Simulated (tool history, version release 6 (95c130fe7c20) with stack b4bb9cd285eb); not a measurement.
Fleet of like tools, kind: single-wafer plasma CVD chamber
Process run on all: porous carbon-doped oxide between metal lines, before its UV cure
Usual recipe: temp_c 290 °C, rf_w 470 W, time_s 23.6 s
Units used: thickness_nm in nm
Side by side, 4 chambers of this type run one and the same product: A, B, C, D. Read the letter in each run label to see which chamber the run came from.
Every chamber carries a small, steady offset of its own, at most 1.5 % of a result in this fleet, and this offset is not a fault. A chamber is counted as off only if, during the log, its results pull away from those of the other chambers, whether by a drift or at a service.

run,hour,temp_c,rf_w,time_s,hours since the last thermocouple change,hours since the last RF generator calibration,"read-back reference wafer on the same gauge, thickness_nm",thickness_nm
1D,10,290,470,23.6,57.7,17.4,145.02,129.07
2B,21.2,290,470,23.6,688.8,1005.5,144.98,131.02
3C,32.6,290,470,23.6,391.7,650.2,144.96,130.07
4A,42.1,290,470,23.6,169.5,978.1,144.86,130.46
5C,51.3,303,470,23.6,410.4,668.9,144.86,120.85
6D,60.6,303,470,23.6,108.3,68,144.87,119.74
7A,71,303,470,23.6,198.4,1007,144.83,121.01
# hour 80.2: chamber A: RF generator calibrated
8B,83.3,303,470,23.6,750.9,1067.6,144.85,121.35
9B,94.1,290,470,23.6,761.7,1078.4,144.82,130.58
10D,106.9,290,470,23.6,154.6,114.3,144.81,128.96
11C,120.9,290,470,23.6,480,738.5,144.75,129.84
12A,137.2,290,500,26.3,264.6,57,144.65,151.34
13C,152.2,290,500,26.3,511.3,769.8,144.65,150.67
14B,162.7,290,500,26.3,830.3,1147,144.65,151.15
15D,172.6,290,500,26.3,220.3,180,144.62,149.55
16A,186.2,290,470,23.6,313.6,106,144.51,130.55
17D,200.4,290,470,23.6,248.1,207.8,144.56,129.14
18C,209.3,290,470,23.6,568.4,826.9,144.54,130.09
19B,218.3,290,515,26.6,885.9,1202.6,144.47,155.87
20A,231.9,290,515,26.6,359.3,151.7,144.38,155.36
21D,239.2,290,515,26.6,286.9,246.6,144.41,153.43
# hour 247.7: chamber C: RF generator calibrated
22A,250.5,290,515,26.6,377.9,170.3,144.4,155.59
23B,262.2,290,470,23.6,929.8,1246.5,144.4,130.19
24C,269.4,290,470,23.6,628.5,21.8,144.4,130.01
25C,280.4,290,470,23.6,639.5,32.8,144.29,130.1
26B,293.7,290,470,23.6,961.3,1278,144.33,130.11
27D,309.4,290,470,23.6,357.1,316.8,144.19,128.11
28A,325.4,290,470,23.6,452.8,245.2,144.19,130.04
29C,340.4,290,470,23.6,699.5,92.8,144.19,129.83
30D,352.8,290,470,23.6,400.5,360.2,144.11,128.68
31A,368.8,290,470,23.6,496.2,288.6,144.17,129.98
32B,381.1,290,470,22,1048.7,1365.4,144.02,121.77
33D,393.4,290,470,22,441.1,400.8,144.02,119.72
34B,404.4,290,470,22,1072,1388.7,144.09,121.59

Does one chamber stand apart from the rest, does the shared gauge drift, or is all well apart from small per-chamber offsets? Give the chamber and the most likely cause, where there is one.

The shared gauge is drifting. All chambers look as if they move in step, but none is off.
What lies behind it: gauge reads low (%) = 0.685.

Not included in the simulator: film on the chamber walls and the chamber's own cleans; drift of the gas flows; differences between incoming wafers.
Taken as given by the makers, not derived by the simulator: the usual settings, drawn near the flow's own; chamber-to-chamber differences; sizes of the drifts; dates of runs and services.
